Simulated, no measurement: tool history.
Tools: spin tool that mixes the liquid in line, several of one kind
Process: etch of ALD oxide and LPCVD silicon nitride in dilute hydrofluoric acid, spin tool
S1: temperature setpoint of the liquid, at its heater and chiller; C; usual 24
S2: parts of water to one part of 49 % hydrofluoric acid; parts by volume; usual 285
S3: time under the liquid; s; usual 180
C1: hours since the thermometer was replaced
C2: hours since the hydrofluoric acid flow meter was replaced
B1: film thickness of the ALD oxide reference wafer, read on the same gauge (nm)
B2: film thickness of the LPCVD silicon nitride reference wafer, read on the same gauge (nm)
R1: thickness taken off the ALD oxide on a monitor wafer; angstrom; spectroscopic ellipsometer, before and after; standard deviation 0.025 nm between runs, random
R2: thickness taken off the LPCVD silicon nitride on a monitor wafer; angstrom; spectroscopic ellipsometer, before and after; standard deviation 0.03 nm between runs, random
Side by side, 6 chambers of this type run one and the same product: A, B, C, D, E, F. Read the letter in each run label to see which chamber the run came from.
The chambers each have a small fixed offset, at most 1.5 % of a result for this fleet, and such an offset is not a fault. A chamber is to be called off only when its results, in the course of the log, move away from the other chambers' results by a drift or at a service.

run 1C hour=5.9 | S1=24 S2=285 S3=180 | C1=1286.8 C2=893 | B1=89.97 B2=39.996 | R1=54.062 R2=3.4285
run 2B hour=14.5 | S1=24 S2=285 S3=180 | C1=311.7 C2=974.9 | B1=89.996 B2=39.991 | R1=55.601 R2=3.1145
run 3A hour=20.7 | S1=24 S2=285 S3=180 | C1=294.4 C2=527.6 | B1=90.019 B2=39.99 | R1=54.625 R2=3.3538
run 4F hour=28.1 | S1=24 S2=285 S3=180 | C1=618.8 C2=1282.4 | B1=90.039 B2=40.007 | R1=55.712 R2=2.9771
run 5D hour=33.7 | S1=24 S2=285 S3=180 | C1=150.2 C2=71.1 | B1=89.997 B2=39.99 | R1=55.184 R2=3.2992
run 6E hour=40.6 | S1=24 S2=285 S3=180 | C1=804.2 C2=58.1 | B1=90.016 B2=40.013 | R1=54.552 R2=3.3476
run 7A hour=46.2 | S1=24 S2=285 S3=180 | C1=319.9 C2=553.1 | B1=90.001 B2=39.995 | R1=54.969 R2=3.1749
run 8F hour=51.6 | S1=24 S2=285 S3=180 | C1=642.3 C2=1305.9 | B1=90.035 B2=40.001 | R1=55.423 R2=3.4193
run 9D hour=60 | S1=24 S2=285 S3=180 | C1=176.5 C2=97.4 | B1=90.006 B2=40 | R1=55.259 R2=3.5763
run 10C hour=67.9 | S1=24 S2=285 S3=180 | C1=1348.8 C2=955 | B1=90.014 B2=39.972 | R1=55.015 R2=3.4064
run 11E hour=73.7 | S1=24 S2=285 S3=180 | C1=837.3 C2=91.2 | B1=90.031 B2=39.992 | R1=54.608 R2=3.4637
run 12B hour=81.6 | S1=24 S2=285 S3=180 | C1=378.8 C2=1042 | B1=89.967 B2=39.997 | R1=55.733 R2=3.6325
run 13A hour=88.2 | S1=24 S2=285 S3=180 | C1=361.9 C2=595.1 | B1=89.984 B2=39.964 | R1=55.622 R2=3.176
run 14F hour=95 | S1=24 S2=285 S3=180 | C1=685.7 C2=1349.3 | B1=90.03 B2=40.011 | R1=55.736 R2=3.517
run 15E hour=99.7 | S1=24 S2=285 S3=180 | C1=863.3 C2=117.2 | B1=89.991 B2=40.022 | R1=54.896 R2=3.9904
run 16C hour=105.3 | S1=24 S2=285 S3=180 | C1=1386.2 C2=992.4 | B1=90.017 B2=39.979 | R1=54.442 R2=3.5503
run 17B hour=109.4 | S1=24 S2=285 S3=180 | C1=406.6 C2=1069.8 | B1=90.01 B2=40.001 | R1=54.791 R2=3.8971
run 18D hour=116.9 | S1=24 S2=285 S3=180 | C1=233.4 C2=154.3 | B1=89.971 B2=39.989 | R1=55.405 R2=3.1854
run 19C hour=122.4 | S1=24 S2=285 S3=180 | C1=1403.3 C2=1009.5 | B1=89.994 B2=40.03 | R1=54.737 R2=3.4048
run 20B hour=131.2 | S1=24 S2=285 S3=180 | C1=428.4 C2=1091.6 | B1=89.996 B2=39.993 | R1=55.403 R2=3.1274
run 21A hour=138.1 | S1=24 S2=285 S3=180 | C1=411.8 C2=645 | B1=90.01 B2=39.999 | R1=55.495 R2=3.606
run 22F hour=143.2 | S1=24 S2=285 S3=180 | C1=733.9 C2=1397.5 | B1=90.008 B2=40.006 | R1=55.794 R2=3.1103
run 23E hour=148.6 | S1=24 S2=285 S3=180 | C1=912.2 C2=166.1 | B1=89.982 B2=40.006 | R1=54.53 R2=3.5947
run 24D hour=152.6 | S1=24 S2=285 S3=180 | C1=269.1 C2=190 | B1=89.987 B2=40.005 | R1=55.32 R2=3.5778
run 25E hour=160.9 | S1=24 S2=285 S3=180 | C1=924.5 C2=178.4 | B1=90.013 B2=40.007 | R1=54.423 R2=3.3283
run 26C hour=166.7 | S1=24 S2=285 S3=180 | C1=1447.6 C2=1053.8 | B1=90.061 B2=40.032 | R1=54.604 R2=2.9852
run 27F hour=173 | S1=24 S2=285 S3=180 | C1=763.7 C2=1427.3 | B1=89.978 B2=40.005 | R1=55.545 R2=3.0955
run 28D hour=179.9 | S1=28.5 S2=210 S3=180 | C1=296.4 C2=217.3 | B1=90.055 B2=39.985 | R1=94.76 R2=6.4457
run 29B hour=188.1 | S1=28.5 S2=210 S3=180 | C1=485.3 C2=1148.5 | B1=89.984 B2=40.007 | R1=96.098 R2=5.3751
run 30A hour=196.2 | S1=28.5 S2=210 S3=180 | C1=469.9 C2=703.1 | B1=90 B2=40.031 | R1=95.09 R2=5.9682
run 31D hour=204.5 | S1=28.5 S2=210 S3=180 | C1=321 C2=241.9 | B1=90.046 B2=39.997 | R1=94.35 R2=6.3591
run 32F hour=210.6 | S1=28.5 S2=210 S3=180 | C1=801.3 C2=1464.9 | B1=89.982 B2=40.009 | R1=96.554 R2=5.6784
run 33A hour=218.1 | S1=28.5 S2=210 S3=180 | C1=491.8 C2=725 | B1=90.043 B2=40.011 | R1=95.204 R2=5.5443
-- hour=226.2 chamber C: thermometer replaced
run 34B hour=226.8 | S1=24 S2=285 S3=180 | C1=524 C2=1187.2 | B1=89.975 B2=39.994 | R1=55.111 R2=3.3122
run 35E hour=232.9 | S1=24 S2=285 S3=180 | C1=996.5 C2=250.4 | B1=90.003 B2=40.014 | R1=55.051 R2=3.1885
run 36C hour=240 | S1=24 S2=285 S3=180 | C1=13.8 C2=1127.1 | B1=90.03 B2=39.98 | R1=54.675 R2=3.8084
run 37C hour=248.8 | S1=24 S2=285 S3=180 | C1=22.6 C2=1135.9 | B1=89.95 B2=39.985 | R1=54.794 R2=3.2221
run 38A hour=255.1 | S1=24 S2=285 S3=180 | C1=528.8 C2=762 | B1=90.014 B2=40.011 | R1=55.488 R2=3.1628
run 39E hour=263.1 | S1=24 S2=285 S3=180 | C1=1026.7 C2=280.6 | B1=90.017 B2=40.015 | R1=54.869 R2=3.2598
run 40F hour=268.5 | S1=24 S2=285 S3=180 | C1=859.2 C2=1522.8 | B1=90.003 B2=39.989 | R1=55.772 R2=2.8218
run 41D hour=276 | S1=24 S2=285 S3=240 | C1=392.5 C2=313.4 | B1=89.992 B2=39.976 | R1=73.557 R2=5.0135
run 42B hour=285.2 | S1=24 S2=285 S3=240 | C1=582.4 C2=1245.6 | B1=89.984 B2=39.995 | R1=73.339 R2=3.8257

All chambers now run identical settings, listed one chamber a line with results as question marks. What results will each chamber show?
run 43A hour=291.9 | S1=24 S2=285 S3=180 | R1=? R2=?
run 43B hour=291.9 | S1=24 S2=285 S3=180 | R1=? R2=?
run 43C hour=291.9 | S1=24 S2=285 S3=180 | R1=? R2=?
run 43D hour=291.9 | S1=24 S2=285 S3=180 | R1=? R2=?
run 43E hour=291.9 | S1=24 S2=285 S3=180 | R1=? R2=?
run 43F hour=291.9 | S1=24 S2=285 S3=180 | R1=? R2=?

run=43A R1=55.199 R2=3.3377
run=43B R1=55.352 R2=3.1986
run=43C R1=54.563 R2=3.1182
run=43D R1=55.314 R2=3.7388
run=43E R1=55.011 R2=3.1858
run=43F R1=55.632 R2=3.497
